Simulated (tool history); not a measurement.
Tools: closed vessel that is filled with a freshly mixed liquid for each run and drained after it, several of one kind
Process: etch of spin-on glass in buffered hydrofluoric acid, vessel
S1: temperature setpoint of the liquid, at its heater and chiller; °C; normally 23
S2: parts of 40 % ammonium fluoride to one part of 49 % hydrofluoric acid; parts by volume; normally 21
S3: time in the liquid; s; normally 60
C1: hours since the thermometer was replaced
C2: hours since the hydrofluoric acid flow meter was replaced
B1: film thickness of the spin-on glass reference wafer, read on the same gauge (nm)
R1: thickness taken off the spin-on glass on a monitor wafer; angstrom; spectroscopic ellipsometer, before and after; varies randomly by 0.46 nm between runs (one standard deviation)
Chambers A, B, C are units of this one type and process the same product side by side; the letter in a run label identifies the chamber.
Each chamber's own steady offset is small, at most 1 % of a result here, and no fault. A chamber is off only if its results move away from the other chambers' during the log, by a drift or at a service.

run,hour,S1,S2,S3,C1,C2,B1,R1
1C,7.9,23,21,60,2188.8,666.3,49.999,969.74
2A,12.3,23,21,60,729.9,30.5,50.017,962.89
3B,20.1,23,21,60,921.4,1183.3,50.011,962.89
4C,25.3,23,21,60,2206.2,683.7,49.998,968.02
5B,31.4,23,21,60,932.7,1194.6,49.974,960.13
6A,35.8,23,21,60,753.4,54,49.99,961.95
7A,41.7,23,21,60,759.3,59.9,49.982,964.03
8B,49.8,23,21,60,951.1,1213,50.013,956.25
9C,58.1,20.5,25.5,60,2239,716.5,50.004,733.36
10B,66.5,20.5,25.5,60,967.8,1229.7,50.009,729.7
11C,70.5,20.5,25.5,60,2251.4,728.9,50.014,736.29
12A,76.3,27.5,18,60,793.9,94.5,50.036,1417.1
13A,80.8,27.5,18,60,798.4,99,49.996,1407.3
14B,88.6,27.5,18,60,989.9,1251.8,49.989,1412.8
15C,95.4,23,21,60,2276.3,753.8,50.009,962
16B,100.7,23,21,60,1002,1263.9,50.031,969.78
17C,105.8,23,21,60,2286.7,764.2,50.011,977.18
18A,114.8,23,21,60,832.4,133,50.01,962.88
19C,122.7,23,21,60,2303.6,781.1,50.026,961.37
20A,130.5,23,21,60,848.1,148.7,49.993,964.05
21B,136.3,23,21,60,1037.6,1299.5,50.01,962.56
22A,143.7,23,21,60,861.3,161.9,50.014,961.24
23B,150.1,23,21,60,1051.4,1313.3,50.008,965.94
24C,158.7,23,21,60,2339.6,817.1,49.989,968.92
25A,166.2,23,21,60,883.8,184.4,49.997,965.51
# hour 170.2: chamber C: hydrofluoric acid flow meter replaced
26B,174.7,23,21,60,1076,1337.9,49.998,961.27
# hour 177.3: chamber C: thermometer replaced
27C,182.7,23,21,60,5.5,12.5,50.019,964.83
28C,187.5,23,17.5,45,10.3,17.3,49.991,853.2
29B,193.9,23,17.5,45,1095.2,1357.1,49.99,845.97
30A,198.6,23,17.5,45,916.2,216.8,50.001,839.01
31C,206.2,23,21,60,29,36,49.999,962.92
32A,211.8,23,21,60,929.4,230,49.997,959.69
33B,220.9,23,21,60,1122.2,1384.1,49.997,957.91
34A,227.1,23,21,60,944.7,245.3,49.997,966.34
35C,233.8,23,21,60,56.6,63.6,50.027,963.62
36B,242.2,23,21,60,1143.5,1405.4,49.977,961.43
37B,249.7,23,21,60,1151,1412.9,49.994,959.41
38A,254.8,23,21,60,972.4,273,50,964.1
39C,263,23,21,60,85.8,92.8,50.011,958.75
40C,269.7,23,21,60,92.5,99.5,50.013,966.19
41A,277.9,23,21,60,995.5,296.1,50.006,967.41
42B,283.8,23,21,60,1185.1,1447,49.989,965.55
43A,292.6,23,21,60,1010.2,310.8,50.03,962.49
44C,300.5,23,21,60,123.3,130.3,49.982,963.26

Is one chamber off against the others, does the gauge drift, or is nothing wrong? If a chamber is off, say which, and what the likeliest cause is.

All chambers stay in line apart from their small fixed offsets, and the gauge does not drift.

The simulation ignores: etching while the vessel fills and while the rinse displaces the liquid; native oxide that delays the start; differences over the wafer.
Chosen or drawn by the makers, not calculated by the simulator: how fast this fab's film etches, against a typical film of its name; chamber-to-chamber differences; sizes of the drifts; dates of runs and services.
